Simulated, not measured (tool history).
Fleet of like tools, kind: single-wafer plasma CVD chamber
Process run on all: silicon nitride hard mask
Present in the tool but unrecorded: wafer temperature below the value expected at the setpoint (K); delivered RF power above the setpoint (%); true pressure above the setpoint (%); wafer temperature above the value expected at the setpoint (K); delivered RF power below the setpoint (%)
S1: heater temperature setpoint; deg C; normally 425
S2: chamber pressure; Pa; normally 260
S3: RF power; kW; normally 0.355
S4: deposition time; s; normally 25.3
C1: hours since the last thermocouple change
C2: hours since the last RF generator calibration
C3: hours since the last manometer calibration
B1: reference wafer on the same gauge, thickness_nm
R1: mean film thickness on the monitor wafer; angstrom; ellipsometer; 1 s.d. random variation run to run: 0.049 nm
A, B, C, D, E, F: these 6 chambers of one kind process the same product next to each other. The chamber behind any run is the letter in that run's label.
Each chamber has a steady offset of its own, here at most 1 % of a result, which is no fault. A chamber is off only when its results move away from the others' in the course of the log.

run,day,S1,S2,S3,S4,C1,C2,C3,B1,R1
1E,0.175,425,260,0.355,25.3,397.9,450.5,188.7,28.805,340.38
2B,0.396,425,260,0.355,25.3,1546.6,942.3,662.2,28.808,341.06
3D,0.529,425,260,0.355,25.3,308.6,180.8,1148.4,28.817,341.71
4F,0.750,425,260,0.355,25.3,686.2,421.9,713.1,28.811,341.31
5C,0.942,425,260,0.355,25.3,426.1,1472.7,952.5,28.811,341.32
6A,1.112,411,260,0.315,25.3,827.4,482.1,458.6,28.821,319.86
7D,1.392,411,260,0.315,25.3,329.3,201.5,1169.1,28.821,317.87
8C,1.625,411,260,0.315,25.3,442.5,1489.1,968.9,28.839,317.41
9F,1.812,411,260,0.315,25.3,711.7,447.4,738.6,28.833,318.54
10A,2.004,411,260,0.315,25.3,848.8,503.5,480.0,28.829,320.66
11B,2.196,411,260,0.315,25.3,1589.8,985.5,705.4,28.837,318.99
12E,2.338,425,260,0.355,25.3,449.8,502.4,240.6,28.849,341.69
13C,2.525,425,260,0.355,25.3,464.1,1510.7,990.5,28.845,340.53
14B,2.692,415,208,0.355,25.3,1601.7,997.4,717.3,28.848,321.22
15F,2.954,415,208,0.355,25.3,739.1,474.8,766.0,28.865,323.28
16D,3.217,415,208,0.355,25.3,373.1,245.3,1212.9,28.850,321.68
17E,3.408,415,208,0.355,25.3,475.5,528.1,266.3,28.857,321.74
18A,3.562,415,208,0.355,25.3,886.2,540.9,517.4,28.870,324.08
19B,3.788,415,208,0.355,25.3,1628.0,1023.7,743.6,28.874,321.69
20F,4.042,433,260,0.355,29.9,765.2,500.9,792.1,28.868,402.24
21D,4.221,433,260,0.355,29.9,397.2,269.4,1237.0,28.874,403.01
22A,4.450,433,260,0.355,29.9,907.5,562.2,538.7,28.880,405.50
23C,4.738,433,260,0.355,29.9,517.2,1563.8,1043.6,28.886,401.85
24E,4.988,433,260,0.355,29.9,513.4,566.0,304.2,28.877,401.52
25E,5.283,433,260,0.355,29.9,520.5,573.1,311.3,28.891,402.19
26F,5.417,425,260,0.355,25.3,798.2,533.9,825.1,28.893,343.12
27C,5.562,425,260,0.355,25.3,537.0,1583.6,1063.4,28.894,340.74
28A,5.750,425,260,0.355,25.3,938.7,593.4,569.9,28.903,345.26
29D,5.912,433,260,0.355,25.3,437.8,310.0,1277.6,28.903,341.09
30B,6.204,433,260,0.355,25.3,1686.0,1081.7,801.6,28.906,341.12
31A,6.421,433,260,0.355,25.3,954.8,609.5,586.0,28.905,343.15
32B,6.683,433,260,0.355,25.3,1697.5,1093.2,813.1,28.923,340.19
33F,6.929,433,260,0.355,25.3,834.5,570.2,861.4,28.928,341.39
34E,7.092,433,260,0.355,25.3,563.9,616.5,354.7,28.928,341.15
35C,7.367,425,260,0.355,25.3,580.3,1626.9,1106.7,28.928,341.71
36D,7.571,425,260,0.355,25.3,477.6,349.8,1317.4,28.932,342.81
37B,7.871,425,260,0.355,25.3,1726.0,1121.7,841.6,28.935,343.09
38C,8.100,425,233,0.355,22.9,597.9,1644.5,1124.3,28.937,300.38
39D,8.396,425,233,0.355,22.9,497.4,369.6,1337.2,28.946,300.66
40A,8.533,425,233,0.355,22.9,1005.5,660.2,636.7,28.962,303.39
41E,8.788,425,233,0.355,22.9,604.6,657.2,395.4,28.952,301.30
42F,9.008,425,233,0.355,22.9,884.4,620.1,911.3,28.954,301.36
43C,9.304,425,233,0.355,22.9,626.8,1673.4,1153.2,28.971,300.97

Which is it: a chamber that has drifted or been left off by a service, a gauge drift common to all chambers, or only each chamber's usual small offset? If a chamber is off, name it and its likeliest cause.

The shared gauge is drifting. All chambers look as if they move in step, but none is off.
Cause: gauge reads high (%) = 0.587.

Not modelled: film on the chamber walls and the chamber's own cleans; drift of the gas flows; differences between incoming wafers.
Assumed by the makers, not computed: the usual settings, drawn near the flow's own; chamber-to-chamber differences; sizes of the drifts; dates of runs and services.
